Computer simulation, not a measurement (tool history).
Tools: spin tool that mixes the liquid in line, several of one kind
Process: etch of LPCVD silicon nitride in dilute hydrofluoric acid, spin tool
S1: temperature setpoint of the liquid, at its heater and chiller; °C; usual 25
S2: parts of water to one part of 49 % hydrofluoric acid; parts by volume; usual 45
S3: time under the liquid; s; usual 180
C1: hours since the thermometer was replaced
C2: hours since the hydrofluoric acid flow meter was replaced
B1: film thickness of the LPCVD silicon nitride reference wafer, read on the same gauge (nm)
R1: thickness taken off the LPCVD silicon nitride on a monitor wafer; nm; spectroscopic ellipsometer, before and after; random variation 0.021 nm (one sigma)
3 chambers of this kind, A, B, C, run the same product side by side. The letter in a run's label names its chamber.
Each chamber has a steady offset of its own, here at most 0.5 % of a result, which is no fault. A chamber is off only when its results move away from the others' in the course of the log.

{"run": "1A", "hour": 6.0, "S1": 25, "S2": 45, "S3": 180, "C1": 651.8, "C2": 1249.8, "B1": 69.994, "R1": 2.235}
{"run": "2B", "hour": 11.2, "S1": 25, "S2": 45, "S3": 180, "C1": 919.3, "C2": 361.1, "B1": 69.989, "R1": 2.2799}
{"run": "3C", "hour": 17.6, "S1": 25, "S2": 45, "S3": 180, "C1": 375.9, "C2": 2306.9, "B1": 70.004, "R1": 2.231}
{"hour": 20.1, "done": "chamber A: hydrofluoric acid flow meter replaced"}
{"run": "4A", "hour": 26.4, "S1": 25, "S2": 45, "S3": 180, "C1": 672.2, "C2": 6.4, "B1": 69.975, "R1": 2.2436}
{"run": "5C", "hour": 34.2, "S1": 25, "S2": 45, "S3": 180, "C1": 392.5, "C2": 2323.5, "B1": 70.02, "R1": 2.2457}
{"run": "6B", "hour": 41.0, "S1": 25, "S2": 45, "S3": 180, "C1": 949.1, "C2": 390.9, "B1": 69.973, "R1": 2.2281}
{"run": "7A", "hour": 49.4, "S1": 25, "S2": 45, "S3": 125, "C1": 695.2, "C2": 29.4, "B1": 70.017, "R1": 1.5407}
{"run": "8B", "hour": 58.8, "S1": 25, "S2": 45, "S3": 125, "C1": 966.9, "C2": 408.7, "B1": 70.016, "R1": 1.5438}
{"run": "9C", "hour": 68.8, "S1": 25, "S2": 45, "S3": 125, "C1": 427.1, "C2": 2358.1, "B1": 70.002, "R1": 1.5413}
{"hour": 77.4, "done": "chamber C: hydrofluoric acid flow meter replaced"}
{"run": "10B", "hour": 79.3, "S1": 25, "S2": 45, "S3": 180, "C1": 987.4, "C2": 429.2, "B1": 69.988, "R1": 2.1993}
{"run": "11A", "hour": 86.5, "S1": 25, "S2": 45, "S3": 180, "C1": 732.3, "C2": 66.5, "B1": 69.982, "R1": 2.2364}
{"run": "12C", "hour": 97.0, "S1": 25, "S2": 45, "S3": 180, "C1": 455.3, "C2": 19.7, "B1": 70.022, "R1": 2.2709}
{"run": "13C", "hour": 108.3, "S1": 25, "S2": 45, "S3": 180, "C1": 466.6, "C2": 31.0, "B1": 69.967, "R1": 2.2695}
{"run": "14A", "hour": 113.8, "S1": 25, "S2": 45, "S3": 180, "C1": 759.6, "C2": 93.8, "B1": 69.998, "R1": 2.2362}
{"run": "15B", "hour": 119.8, "S1": 25, "S2": 45, "S3": 180, "C1": 1027.9, "C2": 469.7, "B1": 70.006, "R1": 2.2226}
{"run": "16B", "hour": 130.1, "S1": 25, "S2": 45, "S3": 180, "C1": 1038.2, "C2": 480.0, "B1": 70.003, "R1": 2.2248}
{"run": "17A", "hour": 141.5, "S1": 25, "S2": 45, "S3": 180, "C1": 787.3, "C2": 121.5, "B1": 69.975, "R1": 2.2306}
{"run": "18C", "hour": 148.1, "S1": 25, "S2": 45, "S3": 180, "C1": 506.4, "C2": 70.8, "B1": 70.031, "R1": 2.2782}
{"run": "19B", "hour": 158.6, "S1": 21, "S2": 30, "S3": 180, "C1": 1066.7, "C2": 508.5, "B1": 70.02, "R1": 2.4094}
{"run": "20A", "hour": 168.6, "S1": 21, "S2": 30, "S3": 180, "C1": 814.4, "C2": 148.6, "B1": 70.025, "R1": 2.5615}
{"run": "21C", "hour": 176.8, "S1": 21, "S2": 30, "S3": 180, "C1": 535.1, "C2": 99.5, "B1": 69.996, "R1": 2.5087}
{"run": "22B", "hour": 186.0, "S1": 25, "S2": 45, "S3": 180, "C1": 1094.1, "C2": 535.9, "B1": 70.034, "R1": 2.1726}
{"hour": 187.9, "done": "chamber B: thermometer replaced"}
{"run": "23A", "hour": 196.5, "S1": 25, "S2": 45, "S3": 180, "C1": 842.3, "C2": 176.5, "B1": 69.993, "R1": 2.2124}
{"run": "24C", "hour": 204.4, "S1": 25, "S2": 55, "S3": 180, "C1": 562.7, "C2": 127.1, "B1": 70.003, "R1": 1.8443}
{"run": "25B", "hour": 215.9, "S1": 25, "S2": 55, "S3": 180, "C1": 28.0, "C2": 565.8, "B1": 69.99, "R1": 1.7413}
{"run": "26A", "hour": 224.8, "S1": 25, "S2": 55, "S3": 180, "C1": 870.6, "C2": 204.8, "B1": 70.005, "R1": 1.8292}
{"run": "27C", "hour": 232.4, "S1": 21, "S2": 55, "S3": 180, "C1": 590.7, "C2": 155.1, "B1": 69.991, "R1": 1.4169}
{"run": "28B", "hour": 238.2, "S1": 21, "S2": 55, "S3": 180, "C1": 50.3, "C2": 588.1, "B1": 70.004, "R1": 1.3066}
{"run": "29C", "hour": 247.5, "S1": 21, "S2": 55, "S3": 180, "C1": 605.8, "C2": 170.2, "B1": 70.046, "R1": 1.4122}
{"run": "30A", "hour": 253.4, "S1": 25, "S2": 45, "S3": 180, "C1": 899.2, "C2": 233.4, "B1": 69.953, "R1": 2.2478}
{"run": "31B", "hour": 258.7, "S1": 25, "S2": 45, "S3": 180, "C1": 70.8, "C2": 608.6, "B1": 70.048, "R1": 2.0769}
{"run": "32C", "hour": 265.6, "S1": 25, "S2": 45, "S3": 180, "C1": 623.9, "C2": 188.3, "B1": 70.017, "R1": 2.2828}
{"hour": 268.6, "done": "chamber C: thermometer replaced"}
{"run": "33A", "hour": 271.9, "S1": 25, "S2": 60, "S3": 130, "C1": 917.7, "C2": 251.9, "B1": 70.032, "R1": 1.2081}
{"run": "34B", "hour": 282.8, "S1": 25, "S2": 60, "S3": 130, "C1": 94.9, "C2": 632.7, "B1": 69.97, "R1": 1.1314}
{"run": "35A", "hour": 294.3, "S1": 25, "S2": 60, "S3": 130, "C1": 940.1, "C2": 274.3, "B1": 70.018, "R1": 1.2158}
{"run": "36C", "hour": 304.1, "S1": 25, "S2": 45, "S3": 180, "C1": 35.6, "C2": 226.8, "B1": 70.029, "R1": 2.2562}
{"run": "37B", "hour": 313.1, "S1": 25, "S2": 45, "S3": 180, "C1": 125.2, "C2": 663.0, "B1": 70.031, "R1": 2.0775}
{"run": "38A", "hour": 322.6, "S1": 25, "S2": 45, "S3": 180, "C1": 968.4, "C2": 302.6, "B1": 70.026, "R1": 2.2219}
{"run": "39C", "hour": 331.3, "S1": 25, "S2": 45, "S3": 180, "C1": 62.8, "C2": 254.0, "B1": 70.0, "R1": 2.2331}
{"run": "40C", "hour": 342.8, "S1": 25, "S2": 45, "S3": 180, "C1": 74.3, "C2": 265.5, "B1": 69.989, "R1": 2.242}
{"run": "41B", "hour": 348.5, "S1": 25, "S2": 45, "S3": 270, "C1": 160.6, "C2": 698.4, "B1": 69.986, "R1": 3.0366}
{"run": "42A", "hour": 358.4, "S1": 25, "S2": 45, "S3": 270, "C1": 1004.2, "C2": 338.4, "B1": 70.013, "R1": 3.3304}
{"run": "43A", "hour": 366.2, "S1": 25, "S2": 45, "S3": 270, "C1": 1012.0, "C2": 346.2, "B1": 69.977, "R1": 3.3959}

All 3 chambers run these settings next. Forecast each chamber's results:
{"run": "44A", "hour": 374.8, "S1": 23, "S2": 45, "S3": 180, "R1": "?"}
{"run": "44B", "hour": 374.8, "S1": 23, "S2": 45, "S3": 180, "R1": "?"}
{"run": "44C", "hour": 374.8, "S1": 23, "S2": 45, "S3": 180, "R1": "?"}

run=44A R1=1.9618
run=44B R1=1.7713
run=44C R1=1.9934
